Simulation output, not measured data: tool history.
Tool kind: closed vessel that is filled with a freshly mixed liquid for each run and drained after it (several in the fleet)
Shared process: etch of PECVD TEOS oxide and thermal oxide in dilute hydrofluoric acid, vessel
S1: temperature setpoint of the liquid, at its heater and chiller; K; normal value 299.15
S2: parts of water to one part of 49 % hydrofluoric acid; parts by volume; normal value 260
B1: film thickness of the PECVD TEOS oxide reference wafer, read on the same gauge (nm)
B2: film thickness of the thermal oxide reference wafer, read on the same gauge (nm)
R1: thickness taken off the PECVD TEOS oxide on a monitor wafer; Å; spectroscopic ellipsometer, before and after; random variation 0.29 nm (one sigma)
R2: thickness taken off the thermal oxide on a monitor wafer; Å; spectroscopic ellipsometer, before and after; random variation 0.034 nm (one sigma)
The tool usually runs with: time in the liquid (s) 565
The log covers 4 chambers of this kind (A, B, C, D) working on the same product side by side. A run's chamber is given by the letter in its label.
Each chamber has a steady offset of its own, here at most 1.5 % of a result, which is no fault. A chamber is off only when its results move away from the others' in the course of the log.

run 1D hour=10.7 | S1=299.15 S2=260 time_in_the_liquid_(s)=565 | B1=100.010 B2=130.02 | R1=291.32 R2=89.429
run 2A hour=21.5 | S1=299.15 S2=260 time_in_the_liquid_(s)=565 | B1=100.010 B2=129.97 | R1=291.32 R2=91.058
run 3B hour=33.4 | S1=299.15 S2=260 time_in_the_liquid_(s)=565 | B1=99.991 B2=130.01 | R1=289.33 R2=91.450
run 4C hour=44.0 | S1=299.15 S2=260 time_in_the_liquid_(s)=565 | B1=99.985 B2=130.02 | R1=292.60 R2=91.911
run 5D hour=51.0 | S1=299.15 S2=260 time_in_the_liquid_(s)=565 | B1=99.987 B2=130.01 | R1=294.39 R2=90.145
run 6C hour=59.6 | S1=299.15 S2=260 time_in_the_liquid_(s)=565 | B1=100.000 B2=129.99 | R1=293.13 R2=91.308
run 7B hour=69.4 | S1=299.15 S2=260 time_in_the_liquid_(s)=565 | B1=100.010 B2=130.01 | R1=289.91 R2=92.409
run 8A hour=77.6 | S1=299.15 S2=260 time_in_the_liquid_(s)=565 | B1=100.020 B2=130.01 | R1=291.14 R2=90.612
run 9B hour=84.7 | S1=299.15 S2=260 time_in_the_liquid_(s)=565 | B1=99.998 B2=129.99 | R1=288.66 R2=92.075
run 10A hour=97.3 | S1=299.15 S2=260 time_in_the_liquid_(s)=565 | B1=100.030 B2=130.02 | R1=287.71 R2=90.378
run 11D hour=106.3 | S1=299.15 S2=260 time_in_the_liquid_(s)=565 | B1=100.010 B2=129.99 | R1=290.56 R2=89.993
run 12C hour=117.1 | S1=299.15 S2=260 time_in_the_liquid_(s)=565 | B1=99.955 B2=130.01 | R1=294.48 R2=91.382
run 13B hour=123.7 | S1=299.15 S2=260 time_in_the_liquid_(s)=565 | B1=99.984 B2=130.02 | R1=292.06 R2=91.802
run 14A hour=129.5 | S1=299.15 S2=260 time_in_the_liquid_(s)=565 | B1=100.040 B2=130.01 | R1=281.12 R2=87.310
run 15D hour=135.4 | S1=303.15 S2=260 time_in_the_liquid_(s)=565 | B1=100.040 B2=130.01 | R1=333.70 R2=102.270
run 16C hour=143.9 | S1=303.15 S2=260 time_in_the_liquid_(s)=565 | B1=99.997 B2=130.03 | R1=332.68 R2=104.780
run 17A hour=154.3 | S1=303.15 S2=260 time_in_the_liquid_(s)=565 | B1=100.040 B2=130.02 | R1=308.77 R2=98.131
run 18D hour=163.4 | S1=303.15 S2=260 time_in_the_liquid_(s)=565 | B1=100.030 B2=129.96 | R1=333.80 R2=102.640
run 19C hour=174.9 | S1=300.65 S2=260 time_in_the_liquid_(s)=565 | B1=100.020 B2=130.02 | R1=308.77 R2=96.741
run 20B hour=183.4 | S1=300.65 S2=260 time_in_the_liquid_(s)=565 | B1=99.987 B2=129.97 | R1=302.88 R2=97.374
run 21C hour=196.0 | S1=300.65 S2=260 time_in_the_liquid_(s)=565 | B1=99.976 B2=129.98 | R1=308.24 R2=96.255
run 22A hour=204.1 | S1=300.65 S2=260 time_in_the_liquid_(s)=565 | B1=99.973 B2=130.01 | R1=272.88 R2=85.993
run 23D hour=213.6 | S1=299.15 S2=260 time_in_the_liquid_(s)=565 | B1=99.997 B2=130.00 | R1=289.77 R2=89.577
run 24B hour=220.4 | S1=299.15 S2=325 time_in_the_liquid_(s)=285 | B1=99.972 B2=130.00 | R1=109.08 R2=34.747
run 25B hour=231.7 | S1=299.15 S2=325 time_in_the_liquid_(s)=285 | B1=99.977 B2=130.00 | R1=108.57 R2=34.611

Which is it: a chamber that has drifted or been left off by a service, a gauge drift common to all chambers, or only each chamber's usual small offset? If a chamber is off, name it and its likeliest cause.

One chamber, A, drifts off from the rest bit by bit.
Most likely cause: hydrofluoric acid flow below the setpoint (%) = 10.2.

Which of the 4 candidates below, each the usual settings with something changed and its results left as question marks, puts chamber A back in line with what the other chambers give on the usual settings?
In line means no further than this from the other chambers' mean on the usual settings: R1 10.00 Å; R2 1.200 Å
run 26A-1 hour=241.0 | S1=299.15 S2=255 time_in_the_liquid_(s)=580 | R1=? R2=?
run 26A-2 hour=241.0 | S1=299.15 S2=265 time_in_the_liquid_(s)=550 | R1=? R2=?
run 26A-3 hour=241.0 | S1=299.15 S2=245 time_in_the_liquid_(s)=600 | R1=? R2=?
run 26A-4 hour=241.0 | S1=299.15 S2=275 time_in_the_liquid_(s)=530 | R1=? R2=?

Average result of the remaining chambers running the usual settings: R1 291.39 Å; R2 90.997 Å
run=26A-1 R1=265.26 R2=83.547
run=26A-2 R1=239.39 R2=75.399
run=26A-3 R1=288.81 R2=90.964
run=26A-4 R1=219.88 R2=69.253
The answer is 26A-3, which returns the chamber to within the allowed miss of the others.
